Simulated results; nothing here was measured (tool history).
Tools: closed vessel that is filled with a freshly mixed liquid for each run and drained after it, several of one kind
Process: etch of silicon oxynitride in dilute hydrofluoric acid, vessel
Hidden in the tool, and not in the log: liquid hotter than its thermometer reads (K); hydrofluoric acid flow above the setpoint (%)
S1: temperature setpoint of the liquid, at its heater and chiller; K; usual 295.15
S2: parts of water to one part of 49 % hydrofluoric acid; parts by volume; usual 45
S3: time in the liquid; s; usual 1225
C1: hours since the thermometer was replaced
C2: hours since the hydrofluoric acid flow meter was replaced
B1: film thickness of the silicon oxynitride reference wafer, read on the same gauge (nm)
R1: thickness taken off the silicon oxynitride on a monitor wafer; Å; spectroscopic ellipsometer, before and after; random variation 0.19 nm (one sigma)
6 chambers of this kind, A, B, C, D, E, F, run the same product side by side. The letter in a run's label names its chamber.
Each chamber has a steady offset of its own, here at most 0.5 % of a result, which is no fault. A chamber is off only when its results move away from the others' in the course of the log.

{"run": "1A", "hour": 7.6, "S1": 295.15, "S2": 45, "S3": 1225, "C1": 503.3, "C2": 1592.2, "B1": 110.02, "R1": 511.06}
{"run": "2D", "hour": 15.5, "S1": 295.15, "S2": 45, "S3": 1225, "C1": 1330.1, "C2": 474.3, "B1": 110.01, "R1": 508.31}
{"run": "3B", "hour": 23.7, "S1": 295.15, "S2": 45, "S3": 1225, "C1": 867.2, "C2": 706.1, "B1": 110.0, "R1": 506.92}
{"run": "4C", "hour": 36.5, "S1": 295.15, "S2": 45, "S3": 1225, "C1": 1145.7, "C2": 791.0, "B1": 110.01, "R1": 509.85}
{"run": "5E", "hour": 49.3, "S1": 295.15, "S2": 45, "S3": 1225, "C1": 1099.6, "C2": 271.4, "B1": 110.0, "R1": 505.02}
{"run": "6F", "hour": 62.2, "S1": 295.15, "S2": 45, "S3": 1225, "C1": 197.0, "C2": 1201.9, "B1": 110.0, "R1": 505.06}
{"run": "7A", "hour": 74.1, "S1": 295.15, "S2": 45, "S3": 1225, "C1": 569.8, "C2": 1658.7, "B1": 110.0, "R1": 508.27}
{"run": "8F", "hour": 81.1, "S1": 295.15, "S2": 45, "S3": 1225, "C1": 215.9, "C2": 1220.8, "B1": 110.0, "R1": 505.84}
{"run": "9D", "hour": 93.1, "S1": 295.15, "S2": 45, "S3": 1225, "C1": 1407.7, "C2": 551.9, "B1": 109.98, "R1": 511.28}
{"run": "10C", "hour": 103.4, "S1": 295.15, "S2": 45, "S3": 1225, "C1": 1212.6, "C2": 857.9, "B1": 110.0, "R1": 509.4}
{"hour": 110.2, "done": "chamber D: hydrofluoric acid flow meter replaced"}
{"run": "11E", "hour": 112.6, "S1": 290.65, "S2": 45, "S3": 1225, "C1": 1162.9, "C2": 334.7, "B1": 109.99, "R1": 404.19}
{"run": "12B", "hour": 125.7, "S1": 290.65, "S2": 45, "S3": 1225, "C1": 969.2, "C2": 808.1, "B1": 109.98, "R1": 407.41}
{"run": "13F", "hour": 137.0, "S1": 290.65, "S2": 45, "S3": 1225, "C1": 271.8, "C2": 1276.7, "B1": 110.02, "R1": 399.67}
{"run": "14C", "hour": 147.8, "S1": 290.65, "S2": 45, "S3": 1225, "C1": 1257.0, "C2": 902.3, "B1": 110.0, "R1": 402.84}
{"run": "15B", "hour": 158.7, "S1": 290.65, "S2": 45, "S3": 1225, "C1": 1002.2, "C2": 841.1, "B1": 109.98, "R1": 402.03}
{"run": "16A", "hour": 167.5, "S1": 290.65, "S2": 45, "S3": 1225, "C1": 663.2, "C2": 1752.1, "B1": 110.01, "R1": 403.74}
{"run": "17D", "hour": 180.9, "S1": 295.15, "S2": 45, "S3": 1225, "C1": 1495.5, "C2": 70.8, "B1": 110.0, "R1": 504.53}
{"run": "18E", "hour": 191.1, "S1": 299.65, "S2": 45, "S3": 1225, "C1": 1241.4, "C2": 413.2, "B1": 110.02, "R1": 630.2}
{"run": "19E", "hour": 197.7, "S1": 299.65, "S2": 45, "S3": 1225, "C1": 1248.0, "C2": 419.8, "B1": 110.0, "R1": 635.17}
{"run": "20F", "hour": 206.2, "S1": 299.65, "S2": 45, "S3": 1225, "C1": 341.0, "C2": 1345.9, "B1": 109.99, "R1": 632.49}
{"run": "21A", "hour": 213.0, "S1": 299.65, "S2": 45, "S3": 1225, "C1": 708.7, "C2": 1797.6, "B1": 110.0, "R1": 638.45}
{"run": "22D", "hour": 222.2, "S1": 299.65, "S2": 45, "S3": 1225, "C1": 1536.8, "C2": 112.1, "B1": 109.99, "R1": 631.36}
{"run": "23C", "hour": 232.5, "S1": 299.65, "S2": 45, "S3": 1225, "C1": 1341.7, "C2": 987.0, "B1": 109.97, "R1": 633.64}
{"run": "24B", "hour": 245.5, "S1": 295.15, "S2": 45, "S3": 1225, "C1": 1089.0, "C2": 927.9, "B1": 110.0, "R1": 509.98}
{"run": "25B", "hour": 256.5, "S1": 295.15, "S2": 45, "S3": 1225, "C1": 1100.0, "C2": 938.9, "B1": 110.02, "R1": 506.95}
{"run": "26E", "hour": 270.2, "S1": 295.15, "S2": 45, "S3": 1225, "C1": 1320.5, "C2": 492.3, "B1": 109.98, "R1": 519.09}
{"run": "27C", "hour": 280.5, "S1": 295.15, "S2": 45, "S3": 1225, "C1": 1389.7, "C2": 1035.0, "B1": 109.97, "R1": 507.15}
{"run": "28A", "hour": 294.1, "S1": 295.15, "S2": 45, "S3": 1225, "C1": 789.8, "C2": 1878.7, "B1": 110.0, "R1": 507.24}
{"run": "29F", "hour": 305.4, "S1": 295.15, "S2": 45, "S3": 1225, "C1": 440.2, "C2": 1445.1, "B1": 110.02, "R1": 502.35}
{"run": "30D", "hour": 313.8, "S1": 295.15, "S2": 45, "S3": 1225, "C1": 1628.4, "C2": 203.7, "B1": 110.02, "R1": 507.55}
{"run": "31A", "hour": 323.9, "S1": 295.15, "S2": 45, "S3": 1225, "C1": 819.6, "C2": 1908.5, "B1": 109.99, "R1": 508.39}
{"run": "32E", "hour": 329.9, "S1": 295.15, "S2": 45, "S3": 1225, "C1": 1380.2, "C2": 552.0, "B1": 109.99, "R1": 521.33}
{"run": "33B", "hour": 343.3, "S1": 295.15, "S2": 45, "S3": 1225, "C1": 1186.8, "C2": 1025.7, "B1": 109.99, "R1": 511.03}
{"run": "34C", "hour": 356.6, "S1": 295.15, "S2": 45, "S3": 1225, "C1": 1465.8, "C2": 1111.1, "B1": 110.02, "R1": 509.27}
{"run": "35F", "hour": 370.4, "S1": 295.15, "S2": 45, "S3": 1225, "C1": 505.2, "C2": 1510.1, "B1": 109.98, "R1": 504.8}
{"run": "36D", "hour": 380.9, "S1": 295.15, "S2": 45, "S3": 1225, "C1": 1695.5, "C2": 270.8, "B1": 109.99, "R1": 508.53}
{"run": "37E", "hour": 388.2, "S1": 295.15, "S2": 45, "S3": 1225, "C1": 1438.5, "C2": 610.3, "B1": 110.0, "R1": 529.11}
{"run": "38D", "hour": 398.5, "S1": 295.15, "S2": 45, "S3": 1225, "C1": 1713.1, "C2": 288.4, "B1": 110.02, "R1": 503.17}
{"run": "39C", "hour": 410.1, "S1": 295.15, "S2": 45, "S3": 1225, "C1": 1519.3, "C2": 1164.6, "B1": 110.0, "R1": 512.16}
{"run": "40B", "hour": 421.4, "S1": 295.15, "S2": 45, "S3": 1225, "C1": 1264.9, "C2": 1103.8, "B1": 109.99, "R1": 505.94}

Is one chamber off against the others, does the gauge drift, or is nothing wrong? If a chamber is off, say which, and what the likeliest cause is.

Chamber E drifts away from the others.
Cause: liquid hotter than its thermometer reads (K) = 0.972.
The log may not tell that from: hydrofluoric acid flow above the setpoint (%).

Here are 4 candidates for chamber E's next run, each the usual settings with a change, their results left as question marks. Which one brings its results back in line with what the others give on the usual settings?
In line means no further than this from the other chambers' mean on the usual settings: R1 6.80 Å
{"run": "41E-1", "hour": 431.2, "S1": 295.15, "S2": 45, "S3": 1280, "R1": "?"}
{"run": "41E-2", "hour": 431.2, "S1": 295.15, "S2": 45, "S3": 1175, "R1": "?"}
{"run": "41E-3", "hour": 431.2, "S1": 296.65, "S2": 45, "S3": 1225, "R1": "?"}
{"run": "41E-4", "hour": 431.2, "S1": 295.15, "S2": 45, "S3": 1135, "R1": "?"}

The other chambers' mean on the usual settings: R1 507.61 Å
run=41E-1 R1=554.89
run=41E-2 R1=509.37
run=41E-3 R1=571.04
run=41E-4 R1=492.03
41E-2 brings the chamber back in line.

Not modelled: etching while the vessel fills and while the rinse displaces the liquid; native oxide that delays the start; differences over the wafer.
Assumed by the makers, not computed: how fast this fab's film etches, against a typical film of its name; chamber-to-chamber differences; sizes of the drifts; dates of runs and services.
